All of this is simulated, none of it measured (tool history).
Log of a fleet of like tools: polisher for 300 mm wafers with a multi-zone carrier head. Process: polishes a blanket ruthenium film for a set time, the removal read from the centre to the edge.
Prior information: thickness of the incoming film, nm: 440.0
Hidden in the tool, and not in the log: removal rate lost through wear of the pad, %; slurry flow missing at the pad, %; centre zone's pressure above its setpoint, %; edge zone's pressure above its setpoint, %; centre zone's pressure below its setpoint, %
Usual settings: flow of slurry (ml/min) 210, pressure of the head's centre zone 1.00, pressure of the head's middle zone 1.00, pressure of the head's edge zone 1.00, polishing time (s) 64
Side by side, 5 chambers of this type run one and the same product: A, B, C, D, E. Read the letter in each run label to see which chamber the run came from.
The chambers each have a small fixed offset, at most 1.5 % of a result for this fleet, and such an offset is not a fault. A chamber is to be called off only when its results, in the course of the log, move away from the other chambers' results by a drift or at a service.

run,day,flow of slurry (ml/min),pressure of the head's centre zone,pressure of the head's middle zone,pressure of the head's edge zone,polishing time (s),wafers polished on this pad,hours since the slurry nozzle was cleaned,hours since the centre zone pressure was calibrated,hours since the edge zone pressure was calibrated,film removed at the wafer's centre (Å),film removed at mid-radius (Å),film removed at the wafer's edge (Å)
# day 0.575: chamber B: edge zone pressure recalibrated
1D,0.612,210,1.00,1.00,1.00,64,709,39.7,107.1,141.1,860.44,895.20,856.66
# day 0.738: chamber C: slurry nozzle cleaned
2E,1.142,210,1.00,1.00,1.00,64,425,52.0,664.8,810.1,879.71,883.69,883.79
3A,1.600,210,1.00,1.00,1.00,64,324,382.5,196.4,224.7,892.20,905.19,876.57
4B,1.917,210,1.00,1.00,1.00,64,370,285.0,923.6,32.2,880.97,888.17,887.83
5C,2.250,210,1.00,1.00,1.00,64,462,36.3,263.9,319.4,872.41,900.50,872.25
6E,2.792,210,1.00,1.00,1.00,64,708,91.6,704.4,849.7,874.87,879.85,896.92
# day 3.121: chamber C: worn pad replaced by a new one
7B,3.300,210,1.00,1.00,1.00,64,607,318.2,956.8,65.4,870.23,879.93,881.82
8D,3.896,210,1.00,1.00,1.00,64,1272,118.5,185.9,219.9,873.53,897.76,889.76
# day 4.167: chamber B: worn pad replaced by a new one
9C,4.262,210,1.00,1.00,1.00,64,196,84.6,312.2,367.7,863.94,889.15,880.89
# day 4.429: chamber B: slurry nozzle cleaned
10A,4.654,210,1.00,1.00,1.00,64,848,455.8,269.7,298.0,879.26,874.51,884.67
# day 5.104: chamber E: worn pad replaced by a new one
11D,5.175,210,1.00,1.00,1.00,64,1492,149.2,216.6,250.6,865.58,862.74,891.47
12B,5.721,210,1.00,1.00,1.00,64,266,31.0,1014.9,123.5,876.23,868.08,896.52
# day 5.796: chamber A: worn pad replaced by a new one
# day 5.983: chamber E: centre zone pressure recalibrated
13A,6.046,210,1.00,1.00,1.00,64,43,489.2,303.1,331.4,883.12,883.53,879.82
# day 6.296: chamber B: centre zone pressure recalibrated
14E,6.596,210,1.00,1.00,1.00,64,256,182.9,14.8,941.0,890.64,890.16,889.16
# day 6.817: chamber C: worn pad replaced by a new one
15C,7.067,210,1.00,1.00,1.00,64,42,151.9,379.5,435.0,876.46,887.58,868.83
# day 7.292: chamber E: edge zone pressure recalibrated
# day 7.383: chamber C: centre zone pressure recalibrated
16E,7.662,210,1.00,1.00,1.00,64,439,208.5,40.4,8.9,884.39,875.82,876.59
17A,8.321,210,1.00,1.09,1.00,48,433,543.8,357.7,386.0,668.06,712.51,660.11
18B,8.708,210,1.00,1.09,1.00,48,779,102.7,58.0,195.2,649.39,706.53,655.86
19C,9.075,210,1.00,1.09,1.00,48,387,200.1,40.6,483.2,656.15,729.12,652.78
# day 9.117: chamber B: worn pad replaced by a new one
20D,9.404,210,1.00,1.09,1.00,48,2217,250.7,318.1,352.1,641.13,710.95,634.43
21C,9.788,210,1.00,1.09,1.00,48,509,217.2,57.7,500.3,658.88,732.21,660.45
# day 10.142: chamber C: worn pad replaced by a new one
22D,10.283,210,1.00,1.00,1.00,64,2368,271.8,339.2,373.2,845.28,862.01,854.38
# day 10.467: chamber A: slurry nozzle cleaned
# day 10.475: chamber E: worn pad replaced by a new one
23B,10.917,210,1.00,1.00,1.00,64,308,155.7,111.0,248.2,869.81,891.95,867.97
24E,11.562,210,1.00,1.00,1.00,64,186,302.1,134.0,102.5,899.87,880.71,877.65
25A,11.971,210,1.00,1.00,1.04,64,1059,36.2,445.3,473.6,879.45,878.26,901.07
26A,12.333,210,1.00,1.00,1.04,64,1121,44.9,454.0,482.3,877.79,889.02,912.42
27E,12.788,210,1.00,1.00,1.04,64,396,331.5,163.4,131.9,883.31,886.91,894.03
28D,13.325,210,1.00,1.00,1.04,64,2890,344.8,412.2,446.2,843.04,876.05,873.06
# day 13.392: chamber C: worn pad replaced by a new one
29C,13.854,210,1.00,1.00,1.04,64,79,314.8,155.3,597.9,867.22,885.04,907.44
# day 14.296: chamber B: worn pad replaced by a new one
30B,14.379,210,1.11,1.06,1.00,64,14,238.8,194.1,331.3,993.22,913.53,876.91

One chamber off, gauge drift, or nothing amiss beyond the chambers' own small offsets? If it is a chamber, which one, and what is the likeliest cause?

One chamber, D, drifts off from the rest bit by bit.
What lies behind it: removal rate lost through wear of the pad, % = 3.55.
The log might look much the same if the cause were instead: slurry flow missing at the pad, %.

Below are 4 candidate recipes for chamber D's next run, each the usual settings with a change, their results shown as question marks. Which of them brings D's results back in line with what the other chambers give on the usual settings?
Allowed miss from the other chambers' usual-settings mean, per result, to count as in line: film removed at the wafer's centre (Å) 19.00; film removed at mid-radius (Å) 33.00; film removed at the wafer's edge (Å) 33.00
31D-1,14.854,210,1.00,0.99,1.01,67,,,,,?,?,?
31D-2,14.854,210,1.01,0.98,1.02,70,,,,,?,?,?
31D-3,14.854,210,0.99,1.02,0.98,58,,,,,?,?,?
31D-4,14.854,210,1.00,1.01,0.99,61,,,,,?,?,?

Average result of the remaining chambers running the usual settings: film removed at the wafer's centre (Å) 880.95; film removed at mid-radius (Å) 883.76; film removed at the wafer's edge (Å) 881.43
run,film removed at the wafer's centre (Å),film removed at mid-radius (Å),film removed at the wafer's edge (Å)
31D-1,880.71,882.53,880.89
31D-2,930.31,913.43,925.25
31D-3,754.10,785.33,750.34
31D-4,801.97,818.43,793.44
Change 31D-1 lands the chamber within the allowed miss of the other chambers.

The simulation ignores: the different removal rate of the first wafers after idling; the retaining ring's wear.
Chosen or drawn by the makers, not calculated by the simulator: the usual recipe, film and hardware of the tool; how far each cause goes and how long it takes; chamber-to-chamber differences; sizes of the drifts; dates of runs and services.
